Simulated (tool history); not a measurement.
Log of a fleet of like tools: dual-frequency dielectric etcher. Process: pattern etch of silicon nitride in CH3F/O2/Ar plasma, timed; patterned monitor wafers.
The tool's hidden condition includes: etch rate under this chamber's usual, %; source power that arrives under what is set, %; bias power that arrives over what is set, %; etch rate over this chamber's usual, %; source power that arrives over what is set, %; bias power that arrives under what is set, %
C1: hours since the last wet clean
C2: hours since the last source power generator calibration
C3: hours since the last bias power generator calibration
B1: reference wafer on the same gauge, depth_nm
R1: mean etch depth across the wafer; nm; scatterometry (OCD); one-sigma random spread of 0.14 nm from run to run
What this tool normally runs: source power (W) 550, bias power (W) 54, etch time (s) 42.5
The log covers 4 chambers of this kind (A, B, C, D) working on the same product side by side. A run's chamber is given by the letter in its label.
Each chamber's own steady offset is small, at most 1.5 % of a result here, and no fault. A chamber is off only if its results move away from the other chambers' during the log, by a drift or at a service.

run 1B hour=10.1 | source_power_(W)=550 bias_power_(W)=54 etch_time_(s)=42.5 | C1=167.8 C2=852.9 C3=49.6 | B1=33.778 | R1=30.602
run 2C hour=21.5 | source_power_(W)=550 bias_power_(W)=54 etch_time_(s)=42.5 | C1=138.1 C2=3039.9 C3=2561.5 | B1=33.795 | R1=30.516
run 3D hour=33.1 | source_power_(W)=550 bias_power_(W)=54 etch_time_(s)=42.5 | C1=152 C2=284.6 C3=1516.5 | B1=33.825 | R1=30.447
run 4A hour=44 | source_power_(W)=550 bias_power_(W)=54 etch_time_(s)=42.5 | C1=255.4 C2=1232.8 C3=1100.1 | B1=33.781 | R1=29.937
run 5B hour=50.9 | source_power_(W)=550 bias_power_(W)=54 etch_time_(s)=42.5 | C1=208.6 C2=893.7 C3=90.4 | B1=33.805 | R1=30.535
run 6A hour=56.4 | source_power_(W)=550 bias_power_(W)=54 etch_time_(s)=42.5 | C1=267.8 C2=1245.2 C3=1112.5 | B1=33.807 | R1=30.008
run 7C hour=64.2 | source_power_(W)=550 bias_power_(W)=54 etch_time_(s)=42.5 | C1=180.8 C2=3082.6 C3=2604.2 | B1=33.812 | R1=30.397
run 8D hour=72 | source_power_(W)=550 bias_power_(W)=54 etch_time_(s)=42.5 | C1=190.9 C2=323.5 C3=1555.4 | B1=33.796 | R1=30.401
run 9C hour=84.2 | source_power_(W)=550 bias_power_(W)=54 etch_time_(s)=42.5 | C1=200.8 C2=3102.6 C3=2624.2 | B1=33.784 | R1=30.405
run 10D hour=92.3 | source_power_(W)=550 bias_power_(W)=54 etch_time_(s)=42.5 | C1=211.2 C2=343.8 C3=1575.7 | B1=33.807 | R1=30.488
run 11A hour=104.3 | source_power_(W)=550 bias_power_(W)=54 etch_time_(s)=42.5 | C1=315.7 C2=1293.1 C3=1160.4 | B1=33.809 | R1=29.755
run 12B hour=115.5 | source_power_(W)=550 bias_power_(W)=54 etch_time_(s)=42.5 | C1=273.2 C2=958.3 C3=155 | B1=33.835 | R1=30.646
run 13A hour=127.8 | source_power_(W)=550 bias_power_(W)=49 etch_time_(s)=42.5 | C1=339.2 C2=1316.6 C3=1183.9 | B1=33.827 | R1=28.71
run 14B hour=139.4 | source_power_(W)=550 bias_power_(W)=49 etch_time_(s)=42.5 | C1=297.1 C2=982.2 C3=178.9 | B1=33.813 | R1=29.897
run 15C hour=144.9 | source_power_(W)=550 bias_power_(W)=49 etch_time_(s)=42.5 | C1=261.5 C2=3163.3 C3=2684.9 | B1=33.806 | R1=29.527
run 16D hour=151.5 | source_power_(W)=550 bias_power_(W)=49 etch_time_(s)=42.5 | C1=270.4 C2=403 C3=1634.9 | B1=33.777 | R1=29.662
run 17A hour=160.9 | source_power_(W)=650 bias_power_(W)=54 etch_time_(s)=42.5 | C1=372.3 C2=1349.7 C3=1217 | B1=33.798 | R1=31.592
run 18B hour=167.7 | source_power_(W)=650 bias_power_(W)=54 etch_time_(s)=42.5 | C1=325.4 C2=1010.5 C3=207.2 | B1=33.753 | R1=32.515
run 19C hour=175.2 | source_power_(W)=650 bias_power_(W)=54 etch_time_(s)=42.5 | C1=291.8 C2=3193.6 C3=2715.2 | B1=33.764 | R1=32.604
run 20D hour=186.2 | source_power_(W)=650 bias_power_(W)=54 etch_time_(s)=42.5 | C1=305.1 C2=437.7 C3=1669.6 | B1=33.79 | R1=32.363
run 21B hour=196.5 | source_power_(W)=550 bias_power_(W)=54 etch_time_(s)=42.5 | C1=354.2 C2=1039.3 C3=236 | B1=33.807 | R1=30.781
run 22A hour=208.2 | source_power_(W)=550 bias_power_(W)=54 etch_time_(s)=42.5 | C1=419.6 C2=1397 C3=1264.3 | B1=33.797 | R1=28.966
run 23D hour=217.4 | source_power_(W)=550 bias_power_(W)=54 etch_time_(s)=42.5 | C1=336.3 C2=468.9 C3=1700.8 | B1=33.8 | R1=30.483
run 24C hour=225.8 | source_power_(W)=550 bias_power_(W)=54 etch_time_(s)=42.5 | C1=342.4 C2=3244.2 C3=2765.8 | B1=33.79 | R1=30.211
-- hour=229.3 chamber B: wet clean of the chamber
run 25A hour=237.2 | source_power_(W)=550 bias_power_(W)=54 etch_time_(s)=42.5 | C1=448.6 C2=1426 C3=1293.3 | B1=33.788 | R1=29.148
run 26B hour=246.6 | source_power_(W)=550 bias_power_(W)=54 etch_time_(s)=42.5 | C1=17.3 C2=1089.4 C3=286.1 | B1=33.775 | R1=30.872
-- hour=247.6 chamber C: wet clean of the chamber
run 27C hour=257.3 | source_power_(W)=550 bias_power_(W)=54 etch_time_(s)=42.5 | C1=9.8 C2=3275.7 C3=2797.3 | B1=33.842 | R1=30.761

For the next run the whole fleet of 4 chambers uses the same settings. Give each chamber's results:
run 28A hour=266.1 | source_power_(W)=550 bias_power_(W)=47 etch_time_(s)=42.5 | R1=?
run 28B hour=266.1 | source_power_(W)=550 bias_power_(W)=47 etch_time_(s)=42.5 | R1=?
run 28C hour=266.1 | source_power_(W)=550 bias_power_(W)=47 etch_time_(s)=42.5 | R1=?
run 28D hour=266.1 | source_power_(W)=550 bias_power_(W)=47 etch_time_(s)=42.5 | R1=?

run=28A R1=27.629
run=28B R1=29.581
run=28C R1=29.128
run=28D R1=29.056

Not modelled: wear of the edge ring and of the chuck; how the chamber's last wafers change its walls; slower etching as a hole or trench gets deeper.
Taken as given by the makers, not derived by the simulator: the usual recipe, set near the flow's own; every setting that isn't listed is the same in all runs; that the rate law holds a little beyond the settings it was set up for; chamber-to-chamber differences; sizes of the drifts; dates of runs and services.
